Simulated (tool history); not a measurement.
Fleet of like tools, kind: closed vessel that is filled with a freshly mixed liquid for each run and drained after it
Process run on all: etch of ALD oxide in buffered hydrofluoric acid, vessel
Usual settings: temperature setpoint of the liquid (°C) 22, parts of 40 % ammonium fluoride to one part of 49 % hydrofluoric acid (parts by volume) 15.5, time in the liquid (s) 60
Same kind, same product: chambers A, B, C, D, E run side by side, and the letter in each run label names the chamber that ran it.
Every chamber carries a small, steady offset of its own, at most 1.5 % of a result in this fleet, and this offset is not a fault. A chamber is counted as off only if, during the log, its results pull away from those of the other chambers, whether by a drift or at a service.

run	hour	temperature setpoint of the liquid (°C)	parts of 40 % ammonium fluoride to one part of 49 % hydrofluoric acid (parts by volume)	time in the liquid (s)	hours since the thermometer was replaced	hours since the hydrofluoric acid flow meter was replaced	read-back film thickness of the ALD oxide reference wafer, read on the same gauge (nm)	thickness taken off the ALD oxide on a monitor wafer (angstrom)
1D	10.9	22	15.5	60	539.3	1837.7	109.97	628.03
2C	18.5	22	15.5	60	1745.1	449.0	110.01	636.30
3A	32.5	22	15.5	60	823.2	246.3	109.99	645.12
4B	42.4	22	15.5	60	349.4	872.5	109.96	637.85
5E	55.7	22	15.5	60	1240.1	1225.6	109.99	647.33
6E	66.9	22	15.5	60	1251.3	1236.8	110.01	642.11
7B	75.3	22	15.5	60	382.3	905.4	109.95	640.28
8D	86.1	22	15.5	60	614.5	1912.9	110.07	630.21
9C	93.5	22	12.5	60	1820.1	524.0	110.02	796.26
10A	102.2	22	12.5	60	892.9	316.0	109.99	798.26
11A	116.7	22	12.5	60	907.4	330.5	110.01	791.81
12E	130.6	22	12.5	60	1315.0	1300.5	109.96	791.27
13B	140.1	22	12.5	60	447.1	970.2	109.99	789.12
# hour 151.6: chamber C: thermometer replaced
14D	151.7	22	15.5	60	680.1	1978.5	110.02	626.54
15C	160.6	20	15.5	40	9.1	591.1	110.05	380.26
16E	172.6	20	15.5	40	1357.0	1342.5	110.03	381.48
17D	181.5	20	15.5	40	709.9	2008.3	109.99	374.54
18C	191.1	20	15.5	40	39.6	621.6	109.99	373.57
19B	205.8	20	15.5	40	512.8	1035.9	110.02	381.55
20A	217.8	22	15.5	60	1008.5	431.6	110.00	639.81
# hour 218.0: chamber E: hydrofluoric acid flow meter replaced
21C	226.9	18	15.5	30	75.4	657.4	109.99	253.85
22D	236.6	18	15.5	30	765.0	2063.4	109.99	252.39
23A	247.5	18	15.5	30	1038.2	461.3	109.99	254.91
24B	262.9	18	15.5	30	569.9	1093.0	110.00	256.64
25E	278.4	18	15.5	30	1462.8	60.4	109.98	257.03
26E	291.2	22	15.5	60	1475.6	73.2	110.01	638.11
27A	302.7	22	15.5	60	1093.4	516.5	110.03	632.99
# hour 316.1: chamber D: hydrofluoric acid flow meter replaced
28C	318.3	22	12.5	50	166.8	748.8	109.96	658.80
29D	331.8	22	12.5	50	860.2	15.8	110.00	644.25
# hour 339.4: chamber B: thermometer replaced
30B	346.3	22	12.5	50	7.0	1176.4	110.02	656.23
31B	354.7	22	12.5	50	15.4	1184.8	110.05	654.21
32A	367.8	22	12.5	50	1158.5	581.6	109.97	662.64
33D	378.1	22	15.5	60	906.5	62.1	109.96	634.50
34E	388.3	22	15.5	60	1572.7	170.3	110.01	641.22
35C	396.3	22	15.5	60	244.8	826.8	110.01	642.52

Next, all 5 chambers run the settings below, one line each with question marks for the results. What does each chamber give?
36A	407.8	22	15.5	60				?
36B	407.8	22	15.5	60				?
36C	407.8	22	15.5	60				?
36D	407.8	22	15.5	60				?
36E	407.8	22	15.5	60				?

run	thickness taken off the ALD oxide on a monitor wafer (angstrom)
36A	642.74
36B	638.86
36C	634.62
36D	630.44
36E	641.37
